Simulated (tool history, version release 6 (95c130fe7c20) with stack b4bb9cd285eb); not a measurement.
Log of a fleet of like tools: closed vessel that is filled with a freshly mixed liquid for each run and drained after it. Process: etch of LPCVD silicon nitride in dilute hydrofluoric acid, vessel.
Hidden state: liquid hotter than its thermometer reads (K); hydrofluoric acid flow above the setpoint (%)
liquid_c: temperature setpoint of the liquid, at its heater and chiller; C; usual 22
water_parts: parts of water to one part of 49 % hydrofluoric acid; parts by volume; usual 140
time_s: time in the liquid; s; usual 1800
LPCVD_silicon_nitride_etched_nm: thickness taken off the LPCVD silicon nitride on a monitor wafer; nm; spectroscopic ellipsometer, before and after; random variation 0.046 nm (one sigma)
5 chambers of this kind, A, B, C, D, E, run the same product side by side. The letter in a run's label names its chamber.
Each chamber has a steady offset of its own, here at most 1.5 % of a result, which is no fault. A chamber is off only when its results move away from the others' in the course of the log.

run,hour,liquid_c,water_parts,time_s,hours since the thermometer was replaced,hours since the hydrofluoric acid flow meter was replaced,"read-back film thickness of the LPCVD silicon nitride reference wafer, read on the same gauge (nm)",LPCVD_silicon_nitride_etched_nm
1C,5.5,22,140,1800,600.9,699.5,70.018,6.3236
2D,12.3,22,140,1800,380.5,587.6,69.988,6.3830
3E,19.1,22,140,1800,479.1,159.1,69.995,6.3679
4B,23.8,22,140,1800,936.9,541.5,69.965,6.3318
5A,31.3,22,140,1210,443.1,878.4,70.018,4.3050
6A,38.1,22,140,1210,449.9,885.2,69.993,4.3585
7E,44.1,22,140,1210,504.1,184.1,70.024,4.2502
8B,48.3,22,140,1210,961.4,566.0,69.998,4.2621
9C,53.1,22,140,1210,648.5,747.1,70.037,4.2283
10D,59.0,26,140,1800,427.2,634.3,69.954,8.2260
11D,65.7,26,140,1800,433.9,641.0,69.985,8.1258
12E,69.0,26,140,1800,529.0,209.0,69.982,8.2968
13A,74.9,26,140,1800,486.7,922.0,70.005,8.2187
14B,82.1,26,140,1800,995.2,599.8,69.991,8.2163
15C,86.0,22,140,1800,681.4,780.0,70.008,6.1925
16A,89.9,22,140,1800,501.7,937.0,69.991,6.3286
17E,94.0,22,140,1800,554.0,234.0,70.029,6.4191
18C,101.3,22,140,1800,696.7,795.3,70.010,6.2489
19D,104.6,22,115,1800,472.8,679.9,70.005,7.7646
20B,109.8,22,115,1800,1022.9,627.5,69.990,7.8096
21B,115.8,22,115,1800,1028.9,633.5,69.995,7.6536
22D,121.6,22,115,1800,489.8,696.9,69.967,7.8017
23A,125.9,22,115,1800,537.7,973.0,70.000,7.7404
24C,129.8,22,140,1800,725.2,823.8,69.984,6.3723
25E,133.0,22,140,1800,593.0,273.0,69.977,6.2927
26D,140.3,22,140,1800,508.5,715.6,70.025,6.2415
27A,146.0,22,140,1800,557.8,993.1,70.029,6.5061
28E,153.2,22,140,1800,613.2,293.2,70.028,6.3057
29B,160.6,22,140,1800,1073.7,678.3,69.982,6.4376
30C,166.8,22,140,1800,762.2,860.8,70.009,6.3333
# hour 168.3: chamber C: hydrofluoric acid flow meter replaced
31D,171.3,22,140,1800,539.5,746.6,70.022,6.4230
32E,176.2,22,140,1800,636.2,316.2,70.001,6.3524
33B,182.2,22,140,1800,1095.3,699.9,70.045,6.4251
34C,186.5,22,140,1800,781.9,18.2,70.001,6.1902
35A,190.2,22,140,1800,602.0,1037.3,69.982,6.4471
36D,196.9,22,140,1800,565.1,772.2,69.991,6.4453

What goes on in this fleet: one chamber off, a drifting gauge, or nothing beyond the chambers' own small offsets? Name the chamber and the cause, if any.

No chamber stands off beyond its own small offset, and the gauge holds steady.
